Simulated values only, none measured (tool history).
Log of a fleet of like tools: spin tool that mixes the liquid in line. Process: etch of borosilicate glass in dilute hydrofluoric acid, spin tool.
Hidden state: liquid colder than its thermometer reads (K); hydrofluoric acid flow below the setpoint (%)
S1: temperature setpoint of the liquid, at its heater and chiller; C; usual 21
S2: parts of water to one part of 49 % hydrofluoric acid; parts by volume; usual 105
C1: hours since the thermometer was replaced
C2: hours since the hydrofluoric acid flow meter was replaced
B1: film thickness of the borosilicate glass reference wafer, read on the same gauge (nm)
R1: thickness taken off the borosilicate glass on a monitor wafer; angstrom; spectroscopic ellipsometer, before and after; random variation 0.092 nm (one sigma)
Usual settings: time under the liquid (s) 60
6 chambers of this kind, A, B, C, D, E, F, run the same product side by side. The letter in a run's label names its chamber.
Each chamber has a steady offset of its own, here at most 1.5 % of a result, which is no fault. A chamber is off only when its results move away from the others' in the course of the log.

run 1C hour=15.2 | S1=21 S2=105 time_under_the_liquid_(s)=60 | C1=199.5 C2=380.3 | B1=80 | R1=138.16
run 2B hour=24.1 | S1=21 S2=105 time_under_the_liquid_(s)=60 | C1=29.2 C2=1406.9 | B1=80.016 | R1=138.29
run 3D hour=31.3 | S1=21 S2=105 time_under_the_liquid_(s)=60 | C1=968.9 C2=118.7 | B1=79.993 | R1=139.03
run 4A hour=43.7 | S1=21 S2=105 time_under_the_liquid_(s)=60 | C1=397.6 C2=673.1 | B1=80.016 | R1=138
run 5F hour=56.2 | S1=21 S2=105 time_under_the_liquid_(s)=60 | C1=215.6 C2=201.3 | B1=80.003 | R1=139.35
run 6E hour=64.1 | S1=21 S2=105 time_under_the_liquid_(s)=60 | C1=374.7 C2=877.7 | B1=79.984 | R1=138.07
run 7F hour=74.4 | S1=21 S2=105 time_under_the_liquid_(s)=60 | C1=233.8 C2=219.5 | B1=79.99 | R1=136.65
run 8A hour=89.3 | S1=21 S2=105 time_under_the_liquid_(s)=60 | C1=443.2 C2=718.7 | B1=79.986 | R1=138.41
run 9C hour=98.2 | S1=21 S2=105 time_under_the_liquid_(s)=60 | C1=282.5 C2=463.3 | B1=80.003 | R1=139.56
run 10B hour=108.3 | S1=21 S2=105 time_under_the_liquid_(s)=60 | C1=113.4 C2=1491.1 | B1=79.995 | R1=140.78
run 11E hour=117.6 | S1=21 S2=105 time_under_the_liquid_(s)=60 | C1=428.2 C2=931.2 | B1=80.01 | R1=134.87
run 12D hour=128.5 | S1=21 S2=105 time_under_the_liquid_(s)=60 | C1=1066.1 C2=215.9 | B1=79.976 | R1=138.8
run 13E hour=141 | S1=21 S2=105 time_under_the_liquid_(s)=60 | C1=451.6 C2=954.6 | B1=79.99 | R1=136.65
run 14C hour=149.6 | S1=21 S2=105 time_under_the_liquid_(s)=60 | C1=333.9 C2=514.7 | B1=79.956 | R1=138.73
run 15D hour=163.5 | S1=21 S2=80 time_under_the_liquid_(s)=30 | C1=1101.1 C2=250.9 | B1=79.986 | R1=92.659
run 16F hour=171 | S1=21 S2=80 time_under_the_liquid_(s)=30 | C1=330.4 C2=316.1 | B1=80.023 | R1=94.26
run 17A hour=181.7 | S1=21 S2=80 time_under_the_liquid_(s)=30 | C1=535.6 C2=811.1 | B1=80.031 | R1=93.214
-- hour=186.2 chamber E: hydrofluoric acid flow meter replaced
run 18B hour=195.6 | S1=21 S2=80 time_under_the_liquid_(s)=30 | C1=200.7 C2=1578.4 | B1=79.991 | R1=93.365
run 19D hour=205.5 | S1=21 S2=80 time_under_the_liquid_(s)=30 | C1=1143.1 C2=292.9 | B1=80.004 | R1=91.675
run 20E hour=218.8 | S1=21 S2=80 time_under_the_liquid_(s)=30 | C1=529.4 C2=32.6 | B1=80.003 | R1=93.359
run 21F hour=226.3 | S1=21 S2=105 time_under_the_liquid_(s)=60 | C1=385.7 C2=371.4 | B1=80.011 | R1=136.82
run 22A hour=233 | S1=21 S2=105 time_under_the_liquid_(s)=60 | C1=586.9 C2=862.4 | B1=79.99 | R1=139.38
run 23B hour=240.1 | S1=21 S2=105 time_under_the_liquid_(s)=60 | C1=245.2 C2=1622.9 | B1=80.013 | R1=139.14
run 24C hour=251.7 | S1=21 S2=105 time_under_the_liquid_(s)=60 | C1=436 C2=616.8 | B1=79.973 | R1=137.46
-- hour=261.5 chamber B: hydrofluoric acid flow meter replaced
run 25B hour=263.4 | S1=21 S2=105 time_under_the_liquid_(s)=90 | C1=268.5 C2=1.9 | B1=79.996 | R1=208.33
run 26D hour=273.7 | S1=21 S2=105 time_under_the_liquid_(s)=90 | C1=1211.3 C2=361.1 | B1=80.028 | R1=207.81
run 27E hour=287.3 | S1=21 S2=105 time_under_the_liquid_(s)=90 | C1=597.9 C2=101.1 | B1=80.022 | R1=206.44
run 28F hour=302.4 | S1=21 S2=105 time_under_the_liquid_(s)=90 | C1=461.8 C2=447.5 | B1=79.999 | R1=206.97
run 29A hour=316.9 | S1=21 S2=105 time_under_the_liquid_(s)=90 | C1=670.8 C2=946.3 | B1=80.052 | R1=206.68
run 30C hour=328.3 | S1=21 S2=105 time_under_the_liquid_(s)=90 | C1=512.6 C2=693.4 | B1=79.986 | R1=210.52
run 31E hour=341.4 | S1=21 S2=105 time_under_the_liquid_(s)=60 | C1=652 C2=155.2 | B1=80.023 | R1=136.44
run 32B hour=348.3 | S1=21 S2=105 time_under_the_liquid_(s)=60 | C1=353.4 C2=86.8 | B1=79.963 | R1=138.04
run 33F hour=358.3 | S1=21 S2=105 time_under_the_liquid_(s)=60 | C1=517.7 C2=503.4 | B1=80.011 | R1=137.6
run 34D hour=367 | S1=21 S2=125 time_under_the_liquid_(s)=75 | C1=1304.6 C2=454.4 | B1=79.976 | R1=141.1
run 35C hour=381.3 | S1=21 S2=125 time_under_the_liquid_(s)=75 | C1=565.6 C2=746.4 | B1=80.009 | R1=141.35
run 36A hour=391.7 | S1=21 S2=125 time_under_the_liquid_(s)=75 | C1=745.6 C2=1021.1 | B1=79.989 | R1=141.41

What goes on in this fleet: one chamber off, a drifting gauge, or nothing beyond the chambers' own small offsets? Name the chamber and the cause, if any.

No chamber stands off beyond its own small offset, and the gauge holds steady.
